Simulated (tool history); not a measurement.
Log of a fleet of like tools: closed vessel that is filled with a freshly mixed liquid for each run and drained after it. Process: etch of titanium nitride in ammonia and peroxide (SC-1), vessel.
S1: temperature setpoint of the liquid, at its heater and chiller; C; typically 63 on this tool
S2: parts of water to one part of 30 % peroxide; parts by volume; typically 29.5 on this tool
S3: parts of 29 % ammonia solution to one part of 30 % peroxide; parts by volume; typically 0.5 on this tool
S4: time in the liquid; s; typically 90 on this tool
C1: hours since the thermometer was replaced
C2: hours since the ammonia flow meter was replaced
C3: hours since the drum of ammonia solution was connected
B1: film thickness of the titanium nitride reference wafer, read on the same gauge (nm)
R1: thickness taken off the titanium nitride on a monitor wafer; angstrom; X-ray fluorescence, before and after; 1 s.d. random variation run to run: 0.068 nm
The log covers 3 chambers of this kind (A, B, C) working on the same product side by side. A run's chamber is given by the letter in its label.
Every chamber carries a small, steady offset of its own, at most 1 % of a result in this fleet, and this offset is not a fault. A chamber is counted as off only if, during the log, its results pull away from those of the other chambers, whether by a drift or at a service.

run   hour  S1    S2    S3   S4      C1      C2     C3      B1      R1
 1B   13.9  63  29.5   0.5   90   256.9   846.9   92.5  89.978  109.77
 2A   21.8  63  29.5   0.5   90   488.3   177.9    235  89.995  107.53
 3C   32.6  63  29.5   0.5   90  1011.8   926.9  649.2  89.996  108.47
 4C   41.4  63  29.5   0.5   90  1020.6   935.7    658  90.014  107.61
 5A   51.3  63  29.5   0.5   90   517.8   207.4  264.5  90.012  108.91
 6B   65.9  63  29.5   0.5   90   308.9   898.9  144.5  90.021  110.11
 7B   73.5  54  29.5   0.5   90   316.5   906.5  152.1   90.03  60.634
 8A   80.9  54  29.5   0.5   90   547.4     237  294.1  89.993  59.901
 9C   93.5  54  29.5   0.5   90  1072.7   987.8  710.1  89.988   59.64
10C  100.4  63  29.5   0.5   90  1079.6   994.7    717  90.002  108.17
     104.6  -- chamber A: new drum of ammonia solution connected
11B    115  63  29.5   0.5   90     358     948  193.6   90.03  110.09
12A  130.1  63  29.5   0.5   90   596.6   286.2   25.6  89.979  108.76
     138.1  -- chamber C: new drum of ammonia solution connected
13C  143.8  63  29.5   0.5   90    1123  1038.1    5.8  89.998  107.57
14B  155.2  63  29.5   0.5   90   398.2   988.2  233.8  89.973  110.51
15A    164  63  29.5   0.5   90   630.5   320.1   59.5  89.999  106.66
16B    179  63  29.5   0.6   90     422    1012  257.6  90.007  114.22
17C  186.2  63  29.5   0.6   90  1165.4  1080.5   48.2   89.98  112.14
18A  198.2  63  29.5   0.6   90   664.7   354.3   93.7  90.018  112.59
19A  207.7  63  29.5   0.5   90   674.2   363.8  103.2  90.026  107.16
20B  220.8  63  29.5   0.5   90   463.8  1053.8  299.4  89.977  112.45
     224.6  -- chamber C: thermometer replaced
21C    230  63  29.5   0.5   90     5.4  1124.3     92  90.017  108.03
22C  244.6  63  29.5   0.5   90      20  1138.9  106.6  90.011  107.28
23A  254.6  63  29.5   0.5   90   721.1   410.7  150.1  89.971  107.02
     258.6  -- chamber A: thermometer replaced
24B  262.6  63  29.5   0.5   90   505.6  1095.6  341.2  89.978     111
25B  272.6  63  29.5   0.6  135   515.6  1105.6  351.2  90.014  173.46
26C  282.6  63  29.5   0.6  135      58  1176.9  144.6  90.013  168.64
27A  293.3  63  29.5   0.6  135    34.7   449.4  188.8  89.988  168.25
28A  301.4  63  29.5   0.5   90    42.8   457.5  196.9  90.009   107.6
29B  314.1  63  29.5   0.5   90   557.1  1147.1  392.7  90.033  112.55
30C  325.8  63  29.5   0.5  125   101.2  1220.1  187.8  90.013  149.91
31C  335.9  63  29.5   0.5  125   111.3  1230.2  197.9  89.995  149.54
32A  350.6  63  29.5   0.5  125      92   506.7  246.1  89.996  150.07
33B  360.3  63  29.5   0.5   90   603.3  1193.3  438.9  89.973  114.52
34A  370.5  63  29.5   0.5   90   111.9   526.6    266  89.964  108.47
35B  382.6  63  37.5  0.25   90   625.6  1215.6  461.2  90.021  86.738
36C  389.7  63  37.5  0.25   90   165.1    1284  251.7  90.019  81.587
37C    397  63  37.5  0.25   90   172.4  1291.3    259  90.017  82.115
38A  407.4  63  29.5   0.5   90   148.8   563.5  302.9  89.994  108.15
39B  417.2  63    34   0.5   60   660.2  1250.2  495.8  89.982  69.028

Decide between three cases: one chamber stands off from its peers, the gauge reading all wafers drifts, or nothing is wrong past each chamber's small offset. Where a chamber is off, say which and what most likely put it there.

It is chamber B that slowly wanders off from its peers.
Cause: liquid hotter than its thermometer reads (K) = 0.563.

Here are 4 candidates for chamber B's next run, each the usual settings with a change, their results left as question marks. Which one brings its results back in line with what the others give on the usual settings?
A result is in line if it is within this distance of the other chambers' mean on the usual settings: R1 2.4 angstrom
40B-1  428.3  63  29.5  0.5  85                   ?
40B-2  428.3  63    29  0.5  90                   ?
40B-3  428.3  63    30  0.5  90                   ?
40B-4  428.3  63  29.5  0.5  95                   ?

The other chambers' mean on the usual settings: R1 107.89 angstrom
  run      R1
40B-1  106.84
40B-2  114.23
40B-3  112.05
40B-4  119.41
It is 40B-1 that realigns the chamber with its peers.

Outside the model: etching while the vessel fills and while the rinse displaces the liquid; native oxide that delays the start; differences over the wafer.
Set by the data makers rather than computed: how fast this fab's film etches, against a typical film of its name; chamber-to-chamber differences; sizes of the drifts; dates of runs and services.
